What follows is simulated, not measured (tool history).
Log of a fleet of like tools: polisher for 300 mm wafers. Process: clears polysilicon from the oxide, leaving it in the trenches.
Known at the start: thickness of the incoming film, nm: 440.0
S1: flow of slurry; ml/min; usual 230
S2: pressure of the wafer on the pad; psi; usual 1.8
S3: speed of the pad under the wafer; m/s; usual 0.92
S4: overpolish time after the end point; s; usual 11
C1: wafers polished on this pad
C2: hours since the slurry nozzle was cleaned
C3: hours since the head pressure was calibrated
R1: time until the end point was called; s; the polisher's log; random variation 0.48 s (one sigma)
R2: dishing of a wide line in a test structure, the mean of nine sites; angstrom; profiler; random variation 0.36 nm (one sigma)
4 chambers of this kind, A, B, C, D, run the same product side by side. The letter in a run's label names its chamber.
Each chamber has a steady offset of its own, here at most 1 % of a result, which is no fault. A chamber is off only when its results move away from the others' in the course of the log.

run   hour   S1   S2    S3  S4    C1     C2      C3      R1      R2
       6.7  -- chamber B: worn pad replaced by a new one
 1D    6.7  230  1.8  0.92  11   266  650.1      73  59.814  340.96
      12.1  -- chamber C: worn pad replaced by a new one
 2C     13  230  1.8  0.92  11    12  697.1   835.8  60.217  340.35
      13.9  -- chamber A: worn pad replaced by a new one
 3B   22.6  230  1.8  0.92  11   207   84.9  1004.5  60.197  334.72
 4A   29.9  230  1.8  0.92  11   208    529   215.7  59.902  338.63
 5C     40  230  1.8  0.92  11   363  724.1   862.8  59.306  332.26
 6D   47.5  230  1.8  0.92  11   798  690.9   113.8  59.884  334.93
      56.6  -- chamber D: worn pad replaced by a new one
 7B   59.6  230  1.8  0.92  11   689  121.9  1041.5  61.005  340.39
 8A   67.1  230  1.5  1.08  11   693  566.2   252.9  61.418  330.84
      67.8  -- chamber B: worn pad replaced by a new one
 9A   79.2  230  1.5  1.08  11   850  578.3     265   61.85  336.48
10C   88.9  230  1.5  1.08  11  1000    773   911.7  61.531  326.53
11D   97.9  230  1.5  1.08  11   538  741.3   164.2  61.561  332.07
      98.1  -- chamber A: worn pad replaced by a new one
     102.7  -- chamber C: worn pad replaced by a new one
12B  105.4  230  1.8  0.92  11   490  167.7  1087.3  60.319  333.53
13D  111.9  230  1.8  0.92  11   721  755.3   178.2  60.359  337.05
     120.4  -- chamber D: slurry nozzle cleaned
14C  122.5  230  1.8  0.92  11   258  806.6   945.3  60.038  329.22
     122.8  -- chamber A: slurry nozzle cleaned
     124.2  -- chamber D: worn pad replaced by a new one
     126.5  -- chamber B: worn pad replaced by a new one
15A  131.3  230  1.8  0.92  11   432    8.6   317.1  59.906  332.59
     140.1  -- chamber C: slurry nozzle cleaned
16B  140.8  230  1.8  0.92  11   187  203.1  1122.7  60.637   339.8
17D  150.6  230  1.8  0.92  11   344   30.2   216.9  59.014  338.42
18B  156.7  230  1.8  0.92  11   394    219  1138.6  60.854  329.81
19C  167.8  230  1.8  0.92  11   848   27.8   990.6  59.991  335.39
     172.2  -- chamber A: worn pad replaced by a new one
20A    178  170  1.3  0.92  11    76   55.3   363.8  86.993  294.95
     189.1  -- chamber C: worn pad replaced by a new one
21C  189.2  170  1.3  0.92  11     1   49.2    1012  85.607  286.67
     189.9  -- chamber D: worn pad replaced by a new one
22A  197.5  170  1.3  0.92  11   330   74.8   383.3  87.435  293.55
     200.7  -- chamber B: head pressure recalibrated
     202.8  -- chamber B: worn pad replaced by a new one
23D  207.6  170  1.3  0.92  11   231   87.2   273.9  86.372  290.63
     208.6  -- chamber B: slurry nozzle cleaned
24B  218.2  230  2.2  0.78  11   201    9.7    17.6  58.264  338.71
25D  226.4  230  2.2  0.78  11   476    106   292.7  57.382  343.44
26A  237.2  230  2.2  0.78  11   847  114.5     423  58.462  337.08
     240.7  -- chamber A: worn pad replaced by a new one
27B  246.9  230  2.2  0.78  11   575   38.4    46.3  58.228  339.32
28C  258.1  230  1.8  0.92  11   898  118.1  1080.9    59.4  333.22
     260.5  -- chamber B: worn pad replaced by a new one
     261.7  -- chamber D: worn pad replaced by a new one
29B  268.1  230  1.8  1.08  17    99   59.6    67.5  50.793  372.23
30D  278.2  230  1.8  1.08  17   215  157.8   344.5  51.033  375.66
31A  285.4  230  1.8  1.08  17   582  162.7   471.2  50.977  364.47
     291.8  -- chamber C: worn pad replaced by a new one
32C  296.8  230  1.8  1.08  17    66  156.8  1119.6   51.06  375.72
33D  307.1  230  1.8  0.92  11   591  186.7   373.4   59.97  331.72
34C  313.1  230  1.8  0.92  11   278  173.1  1135.9  59.304  330.32
     316.8  -- chamber A: worn pad replaced by a new one
35B  318.5  230  1.8  0.68  16   755    110   117.9  80.472  349.69
36A  329.1  230  1.8  0.68  16   160  206.4   514.9  82.506  340.52
37A  334.5  230  1.8  0.68  16   230  211.8   520.3  81.473  346.49

Is one chamber off against the others, does the gauge drift, or is nothing wrong? If a chamber is off, say which, and what the likeliest cause is.

No chamber stands off beyond its own small offset, and the gauge holds steady.

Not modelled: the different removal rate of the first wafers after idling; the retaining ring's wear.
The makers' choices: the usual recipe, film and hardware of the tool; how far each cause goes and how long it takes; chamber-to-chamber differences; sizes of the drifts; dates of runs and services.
